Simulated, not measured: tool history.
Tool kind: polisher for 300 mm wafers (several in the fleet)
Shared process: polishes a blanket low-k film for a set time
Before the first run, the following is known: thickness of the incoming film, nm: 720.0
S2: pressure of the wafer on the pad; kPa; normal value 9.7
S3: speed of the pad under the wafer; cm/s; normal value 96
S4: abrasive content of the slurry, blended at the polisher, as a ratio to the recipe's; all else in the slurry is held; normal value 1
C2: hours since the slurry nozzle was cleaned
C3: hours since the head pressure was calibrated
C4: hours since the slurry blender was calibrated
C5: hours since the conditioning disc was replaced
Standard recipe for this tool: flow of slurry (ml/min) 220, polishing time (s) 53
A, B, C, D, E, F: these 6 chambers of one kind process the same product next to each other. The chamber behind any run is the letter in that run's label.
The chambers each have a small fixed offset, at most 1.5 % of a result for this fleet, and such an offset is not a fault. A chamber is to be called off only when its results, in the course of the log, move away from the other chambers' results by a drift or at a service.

{"run": "1A", "hour": 3.9, "flow of slurry (ml/min)": 220, "S2": 9.7, "S3": 96, "S4": 1, "polishing time (s)": 53, "wafers polished on this pad": 466, "C2": 192.6, "C3": 784.4, "C4": 114.6, "C5": 138.1, "film removed (Å)": 131.46}
{"run": "2D", "hour": 11.5, "flow of slurry (ml/min)": 220, "S2": 9.7, "S3": 96, "S4": 1, "polishing time (s)": 53, "wafers polished on this pad": 764, "C2": 656.9, "C3": 50.8, "C4": 18.2, "C5": 393.1, "film removed (Å)": 133.97}
{"run": "3C", "hour": 16.4, "flow of slurry (ml/min)": 220, "S2": 9.7, "S3": 96, "S4": 1, "polishing time (s)": 53, "wafers polished on this pad": 1135, "C2": 525.2, "C3": 658.6, "C4": 153.2, "C5": 313.9, "film removed (Å)": 131.87}
{"hour": 19.0, "done": "chamber B: slurry blender recalibrated"}
{"hour": 22.6, "done": "chamber C: conditioning disc replaced and pad reconditioned"}
{"run": "4F", "hour": 23.2, "flow of slurry (ml/min)": 220, "S2": 9.7, "S3": 96, "S4": 1, "polishing time (s)": 53, "wafers polished on this pad": 1264, "C2": 244.3, "C3": 326.6, "C4": 151.8, "C5": 188.8, "film removed (Å)": 132.25}
{"hour": 24.5, "done": "chamber A: head pressure recalibrated"}
{"hour": 25.4, "done": "chamber E: slurry blender recalibrated"}
{"hour": 26.3, "done": "chamber B: worn pad replaced by a new one"}
{"run": "5E", "hour": 30.8, "flow of slurry (ml/min)": 220, "S2": 9.7, "S3": 96, "S4": 1, "polishing time (s)": 53, "wafers polished on this pad": 844, "C2": 437.4, "C3": 502, "C4": 5.4, "C5": 380.3, "film removed (Å)": 132.64}
{"hour": 32.9, "done": "chamber C: worn pad replaced by a new one"}
{"hour": 34.4, "done": "chamber A: worn pad replaced by a new one"}
{"run": "6B", "hour": 36.2, "flow of slurry (ml/min)": 220, "S2": 9.7, "S3": 96, "S4": 1, "polishing time (s)": 53, "wafers polished on this pad": 148, "C2": 262.2, "C3": 231.1, "C4": 17.2, "C5": 178.5, "film removed (Å)": 133.39}
{"hour": 37.5, "done": "chamber A: conditioning disc replaced and pad reconditioned"}
{"hour": 38.6, "done": "chamber F: worn pad replaced by a new one"}
{"hour": 42.0, "done": "chamber E: worn pad replaced by a new one"}
{"run": "7C", "hour": 43.8, "flow of slurry (ml/min)": 220, "S2": 9.7, "S3": 96, "S4": 1, "polishing time (s)": 53, "wafers polished on this pad": 163, "C2": 552.6, "C3": 686, "C4": 180.6, "C5": 21.2, "film removed (Å)": 132.25}
{"run": "8E", "hour": 49.6, "flow of slurry (ml/min)": 220, "S2": 9.7, "S3": 96, "S4": 1, "polishing time (s)": 53, "wafers polished on this pad": 113, "C2": 456.2, "C3": 520.8, "C4": 24.2, "C5": 399.1, "film removed (Å)": 133.07}
{"run": "9D", "hour": 53.3, "flow of slurry (ml/min)": 220, "S2": 9.7, "S3": 96, "S4": 0.75, "polishing time (s)": 53, "wafers polished on this pad": 1386, "C2": 698.7, "C3": 92.6, "C4": 60, "C5": 434.9, "film removed (Å)": 114.82}
{"hour": 59.5, "done": "chamber C: slurry blender recalibrated"}
{"run": "10A", "hour": 60.1, "flow of slurry (ml/min)": 220, "S2": 9.7, "S3": 96, "S4": 0.75, "polishing time (s)": 53, "wafers polished on this pad": 383, "C2": 248.8, "C3": 35.6, "C4": 170.8, "C5": 22.6, "film removed (Å)": 114.13}
{"run": "11F", "hour": 67.8, "flow of slurry (ml/min)": 220, "S2": 9.7, "S3": 96, "S4": 0.75, "polishing time (s)": 53, "wafers polished on this pad": 435, "C2": 288.9, "C3": 371.2, "C4": 196.4, "C5": 233.4, "film removed (Å)": 113.78}
{"hour": 69.7, "done": "chamber B: worn pad replaced by a new one"}
{"hour": 70.1, "done": "chamber D: worn pad replaced by a new one"}
{"run": "12B", "hour": 74.7, "flow of slurry (ml/min)": 220, "S2": 9.7, "S3": 96, "S4": 0.75, "polishing time (s)": 53, "wafers polished on this pad": 74, "C2": 300.7, "C3": 269.6, "C4": 55.7, "C5": 217, "film removed (Å)": 115.33}
{"run": "13C", "hour": 79.7, "flow of slurry (ml/min)": 220, "S2": 9.7, "S3": 96, "S4": 0.75, "polishing time (s)": 53, "wafers polished on this pad": 697, "C2": 588.5, "C3": 721.9, "C4": 20.2, "C5": 57.1, "film removed (Å)": 113.69}
{"run": "14E", "hour": 85.6, "flow of slurry (ml/min)": 220, "S2": 9.7, "S3": 96, "S4": 0.75, "polishing time (s)": 53, "wafers polished on this pad": 648, "C2": 492.2, "C3": 556.8, "C4": 60.2, "C5": 435.1, "film removed (Å)": 115.61}
{"hour": 90.9, "done": "chamber A: slurry nozzle cleaned"}
{"run": "15F", "hour": 92.6, "flow of slurry (ml/min)": 220, "S2": 9.7, "S3": 96, "S4": 1, "polishing time (s)": 53, "wafers polished on this pad": 804, "C2": 313.7, "C3": 396, "C4": 221.2, "C5": 258.2, "film removed (Å)": 130.37}
{"run": "16B", "hour": 96.3, "flow of slurry (ml/min)": 220, "S2": 6.2, "S3": 96, "S4": 1, "polishing time (s)": 53, "wafers polished on this pad": 396, "C2": 322.3, "C3": 291.2, "C4": 77.3, "C5": 238.6, "film removed (Å)": 85.239}
{"hour": 102.3, "done": "chamber A: worn pad replaced by a new one"}
{"run": "17D", "hour": 104.4, "flow of slurry (ml/min)": 220, "S2": 6.2, "S3": 96, "S4": 1, "polishing time (s)": 53, "wafers polished on this pad": 511, "C2": 749.8, "C3": 143.7, "C4": 111.1, "C5": 486, "film removed (Å)": 85.935}
{"hour": 105.4, "done": "chamber E: conditioning disc replaced and pad reconditioned"}
{"hour": 106.1, "done": "chamber E: worn pad replaced by a new one"}
{"hour": 111.3, "done": "chamber C: worn pad replaced by a new one"}
{"run": "18A", "hour": 113.0, "flow of slurry (ml/min)": 220, "S2": 6.2, "S3": 96, "S4": 1, "polishing time (s)": 53, "wafers polished on this pad": 160, "C2": 22.1, "C3": 88.5, "C4": 223.7, "C5": 75.5, "film removed (Å)": 85.185}
{"hour": 116.3, "done": "chamber B: worn pad replaced by a new one"}
{"hour": 118.4, "done": "chamber C: slurry nozzle cleaned"}
{"run": "19C", "hour": 118.9, "flow of slurry (ml/min)": 220, "S2": 6.2, "S3": 96, "S4": 1, "polishing time (s)": 53, "wafers polished on this pad": 113, "C2": 0.6, "C3": 761.1, "C4": 59.4, "C5": 96.3, "film removed (Å)": 85.3}
{"hour": 122.9, "done": "chamber F: worn pad replaced by a new one"}
{"hour": 123.4, "done": "chamber B: conditioning disc replaced and pad reconditioned"}
{"run": "20E", "hour": 127.2, "flow of slurry (ml/min)": 220, "S2": 6.2, "S3": 96, "S4": 1, "polishing time (s)": 53, "wafers polished on this pad": 314, "C2": 533.8, "C3": 598.4, "C4": 101.8, "C5": 21.8, "film removed (Å)": 86.119}
{"hour": 127.7, "done": "chamber A: slurry blender recalibrated"}
{"run": "21F", "hour": 134.0, "flow of slurry (ml/min)": 220, "S2": 6.2, "S3": 96, "S4": 1, "polishing time (s)": 53, "wafers polished on this pad": 165, "C2": 355.1, "C3": 437.4, "C4": 262.6, "C5": 299.6, "film removed (Å)": 82.112}
{"run": "22D", "hour": 139.3, "flow of slurry (ml/min)": 290, "S2": 6.9, "S3": 96, "S4": 1, "polishing time (s)": 53, "wafers polished on this pad": 1031, "C2": 784.7, "C3": 178.6, "C4": 146, "C5": 520.9, "film removed (Å)": 97.821}
{"run": "23B", "hour": 144.0, "flow of slurry (ml/min)": 290, "S2": 6.9, "S3": 96, "S4": 1, "polishing time (s)": 53, "wafers polished on this pad": 413, "C2": 370, "C3": 338.9, "C4": 125, "C5": 20.6, "film removed (Å)": 98.612}
{"run": "24A", "hour": 151.2, "flow of slurry (ml/min)": 290, "S2": 6.9, "S3": 96, "S4": 1, "polishing time (s)": 53, "wafers polished on this pad": 728, "C2": 60.3, "C3": 126.7, "C4": 23.6, "C5": 113.7, "film removed (Å)": 97.465}
{"hour": 152.8, "done": "chamber D: conditioning disc replaced and pad reconditioned"}
{"run": "25B", "hour": 155.1, "flow of slurry (ml/min)": 290, "S2": 6.9, "S3": 96, "S4": 1, "polishing time (s)": 53, "wafers polished on this pad": 578, "C2": 381.1, "C3": 350, "C4": 136.1, "C5": 31.7, "film removed (Å)": 97.956}
{"run": "26F", "hour": 158.9, "flow of slurry (ml/min)": 290, "S2": 6.9, "S3": 96, "S4": 1, "polishing time (s)": 53, "wafers polished on this pad": 536, "C2": 380, "C3": 462.3, "C4": 287.5, "C5": 324.5, "film removed (Å)": 93.427}
{"hour": 159.1, "done": "chamber B: worn pad replaced by a new one"}
{"hour": 163.6, "done": "chamber A: worn pad replaced by a new one"}
{"run": "27C", "hour": 167.0, "flow of slurry (ml/min)": 290, "S2": 6.9, "S3": 96, "S4": 1, "polishing time (s)": 53, "wafers polished on this pad": 829, "C2": 48.7, "C3": 809.2, "C4": 107.5, "C5": 144.4, "film removed (Å)": 97.583}
{"hour": 170.1, "done": "chamber F: conditioning disc replaced and pad reconditioned"}
{"run": "28A", "hour": 173.3, "flow of slurry (ml/min)": 220, "S2": 9.7, "S3": 96, "S4": 1, "polishing time (s)": 53, "wafers polished on this pad": 145, "C2": 82.4, "C3": 148.8, "C4": 45.7, "C5": 135.8, "film removed (Å)": 132.94}
{"hour": 176.4, "done": "chamber D: worn pad replaced by a new one"}
{"run": "29E", "hour": 179.4, "flow of slurry (ml/min)": 220, "S2": 9.7, "S3": 96, "S4": 1, "polishing time (s)": 53, "wafers polished on this pad": 1091, "C2": 586, "C3": 650.6, "C4": 154, "C5": 74, "film removed (Å)": 132.74}
{"hour": 181.1, "done": "chamber E: worn pad replaced by a new one"}
{"hour": 181.4, "done": "chamber D: slurry nozzle cleaned"}
{"run": "30D", "hour": 184.9, "flow of slurry (ml/min)": 220, "S2": 9.7, "S3": 96, "S4": 1, "polishing time (s)": 53, "wafers polished on this pad": 126, "C2": 3.5, "C3": 224.2, "C4": 191.6, "C5": 32.2, "film removed (Å)": 132.84}
{"run": "31F", "hour": 190.2, "flow of slurry (ml/min)": 220, "S2": 9.7, "S3": 96, "S4": 1, "polishing time (s)": 53, "wafers polished on this pad": 1001, "C2": 411.3, "C3": 493.6, "C4": 318.8, "C5": 20.2, "film removed (Å)": 125.27}
{"run": "32E", "hour": 196.3, "flow of slurry (ml/min)": 220, "S2": 9.7, "S3": 96, "S4": 1, "polishing time (s)": 53, "wafers polished on this pad": 227, "C2": 602.9, "C3": 667.5, "C4": 170.9, "C5": 90.9, "film removed (Å)": 134.12}
{"run": "33C", "hour": 201.8, "flow of slurry (ml/min)": 220, "S2": 9.7, "S3": 96, "S4": 1, "polishing time (s)": 53, "wafers polished on this pad": 1346, "C2": 83.5, "C3": 844, "C4": 142.3, "C5": 179.2, "film removed (Å)": 131.76}
{"hour": 205.8, "done": "chamber B: worn pad replaced by a new one"}
{"run": "34B", "hour": 206.4, "flow of slurry (ml/min)": 220, "S2": 9.7, "S3": 96, "S4": 1, "polishing time (s)": 53, "wafers polished on this pad": 8, "C2": 432.4, "C3": 401.3, "C4": 187.4, "C5": 83, "film removed (Å)": 132.83}
{"run": "35A", "hour": 214.3, "flow of slurry (ml/min)": 220, "S2": 9.7, "S3": 96, "S4": 1, "polishing time (s)": 53, "wafers polished on this pad": 755, "C2": 123.4, "C3": 189.8, "C4": 86.7, "C5": 176.8, "film removed (Å)": 133.12}
{"hour": 219.3, "done": "chamber D: slurry blender recalibrated"}
{"run": "36D", "hour": 221.8, "flow of slurry (ml/min)": 220, "S2": 9.7, "S3": 96, "S4": 1, "polishing time (s)": 53, "wafers polished on this pad": 675, "C2": 40.4, "C3": 261.1, "C4": 2.6, "C5": 69.1, "film removed (Å)": 132.81}

Predict what each chamber gives when all 6 of them run the settings below next.
{"run": "37A", "hour": 228.0, "flow of slurry (ml/min)": 220, "S2": 9.7, "S3": 96, "S4": 0.9, "polishing time (s)": 53, "film removed (Å)": "?"}
{"run": "37B", "hour": 228.0, "flow of slurry (ml/min)": 220, "S2": 9.7, "S3": 96, "S4": 0.9, "polishing time (s)": 53, "film removed (Å)": "?"}
{"run": "37C", "hour": 228.0, "flow of slurry (ml/min)": 220, "S2": 9.7, "S3": 96, "S4": 0.9, "polishing time (s)": 53, "film removed (Å)": "?"}
{"run": "37D", "hour": 228.0, "flow of slurry (ml/min)": 220, "S2": 9.7, "S3": 96, "S4": 0.9, "polishing time (s)": 53, "film removed (Å)": "?"}
{"run": "37E", "hour": 228.0, "flow of slurry (ml/min)": 220, "S2": 9.7, "S3": 96, "S4": 0.9, "polishing time (s)": 53, "film removed (Å)": "?"}
{"run": "37F", "hour": 228.0, "flow of slurry (ml/min)": 220, "S2": 9.7, "S3": 96, "S4": 0.9, "polishing time (s)": 53, "film removed (Å)": "?"}

run=37A film_removed_(Å)=125.49
run=37B film_removed_(Å)=127.7
run=37C film_removed_(Å)=124.68
run=37D film_removed_(Å)=125.67
run=37E film_removed_(Å)=126.35
run=37F film_removed_(Å)=118.46

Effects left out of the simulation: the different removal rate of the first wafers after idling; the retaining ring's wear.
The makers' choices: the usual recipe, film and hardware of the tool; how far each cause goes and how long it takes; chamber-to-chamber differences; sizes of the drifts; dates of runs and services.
